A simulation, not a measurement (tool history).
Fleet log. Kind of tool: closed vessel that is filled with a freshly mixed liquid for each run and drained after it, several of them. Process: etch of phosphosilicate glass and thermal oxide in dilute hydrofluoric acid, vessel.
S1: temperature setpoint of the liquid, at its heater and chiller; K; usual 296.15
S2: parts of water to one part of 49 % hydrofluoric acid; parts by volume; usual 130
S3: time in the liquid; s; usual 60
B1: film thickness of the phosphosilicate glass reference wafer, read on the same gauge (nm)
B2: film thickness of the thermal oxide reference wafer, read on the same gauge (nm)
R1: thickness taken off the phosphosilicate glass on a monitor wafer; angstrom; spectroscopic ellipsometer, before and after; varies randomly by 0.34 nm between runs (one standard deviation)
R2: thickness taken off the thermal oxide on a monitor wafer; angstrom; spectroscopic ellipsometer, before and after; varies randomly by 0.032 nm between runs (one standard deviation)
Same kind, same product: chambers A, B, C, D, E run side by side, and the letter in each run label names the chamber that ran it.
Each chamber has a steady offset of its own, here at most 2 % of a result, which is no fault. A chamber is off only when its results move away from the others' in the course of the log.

| run | hour | S1 | S2 | S3 | B1 | B2 | R1 | R2 |
|---|---|---|---|---|---|---|---|---|
| 1B | 4.7 | 296.15 | 130 | 60 | 39.993 | 110.00 | 626.19 | 19.2830 |
| 2A | 12.2 | 296.15 | 130 | 60 | 39.992 | 110.01 | 634.25 | 19.9770 |
| 3E | 21.3 | 296.15 | 130 | 60 | 39.993 | 110.00 | 630.41 | 20.5390 |
| 4C | 26.5 | 296.15 | 130 | 60 | 40.014 | 110.01 | 632.54 | 20.4700 |
| 5D | 31.7 | 292.15 | 130 | 60 | 40.005 | 110.00 | 536.29 | 16.7900 |
| 6C | 40.4 | 292.15 | 130 | 60 | 39.992 | 109.99 | 539.70 | 17.0250 |
|  | 47.5 | chamber C: hydrofluoric acid flow meter replaced |
| 7B | 49.3 | 292.15 | 130 | 60 | 40.018 | 110.01 | 540.21 | 16.9060 |
| 8A | 53.4 | 292.15 | 130 | 60 | 40.010 | 110.00 | 535.13 | 17.0490 |
| 9D | 58.6 | 292.15 | 130 | 60 | 39.958 | 110.01 | 537.10 | 16.8440 |
| 10E | 63.2 | 296.15 | 130 | 60 | 40.007 | 109.99 | 633.90 | 20.6250 |
| 11C | 69.1 | 296.15 | 130 | 30 | 40.004 | 110.01 | 314.10 | 10.0880 |
| 12B | 75.7 | 296.15 | 130 | 30 | 39.986 | 110.00 | 314.49 | 10.1210 |
| 13A | 83.3 | 296.15 | 130 | 30 | 40.008 | 109.99 | 311.59 | 9.9657 |
| 14E | 89.5 | 296.15 | 130 | 30 | 39.999 | 110.02 | 315.97 | 10.3790 |
|  | 93.7 | chamber C: thermometer replaced |
| 15D | 97.4 | 296.15 | 130 | 30 | 40.008 | 110.00 | 315.60 | 10.1060 |
| 16B | 104.8 | 301.15 | 130 | 60 | 40.013 | 110.00 | 762.60 | 24.2860 |
| 17C | 110.8 | 301.15 | 130 | 60 | 39.980 | 110.01 | 761.21 | 24.9540 |
| 18E | 116.3 | 301.15 | 130 | 60 | 40.026 | 110.00 | 767.18 | 24.4310 |
| 19D | 123.4 | 301.15 | 130 | 60 | 40.022 | 110.00 | 758.42 | 23.7960 |
| 20A | 129.3 | 301.15 | 130 | 60 | 40.000 | 110.00 | 761.54 | 24.4550 |
| 21B | 134.0 | 296.15 | 130 | 40 | 40.009 | 109.99 | 418.56 | 13.7420 |
| 22C | 141.3 | 296.15 | 130 | 40 | 39.985 | 109.98 | 423.58 | 13.4450 |
| 23A | 146.4 | 296.15 | 130 | 40 | 39.985 | 110.01 | 415.88 | 13.4090 |
| 24D | 150.6 | 296.15 | 130 | 40 | 40.004 | 109.99 | 420.22 | 13.0740 |
|  | 150.9 | chamber A: thermometer replaced |
|  | 153.2 | chamber A: hydrofluoric acid flow meter replaced |
| 25E | 155.1 | 296.15 | 130 | 40 | 39.988 | 110.00 | 420.02 | 13.4530 |
|  | 159.0 | chamber D: hydrofluoric acid flow meter replaced |
| 26E | 160.9 | 296.15 | 130 | 60 | 40.021 | 109.99 | 632.88 | 19.9350 |
| 27D | 165.6 | 296.15 | 130 | 60 | 40.037 | 110.01 | 626.75 | 19.8100 |
| 28C | 169.6 | 296.15 | 130 | 60 | 40.015 | 110.00 | 633.08 | 20.4450 |
| 29B | 177.5 | 296.15 | 130 | 60 | 40.001 | 110.00 | 625.54 | 19.9510 |
| 30A | 183.9 | 296.15 | 130 | 60 | 39.987 | 110.01 | 634.50 | 19.7330 |

Has any chamber moved away from the others, gradually or after a service, or does the common gauge drift, or do the chambers differ only by their own small steady offsets? State the chamber and the most likely cause if one applies.

Nothing is wrong: each chamber keeps only its own small, steady offset and the gauge holds still.
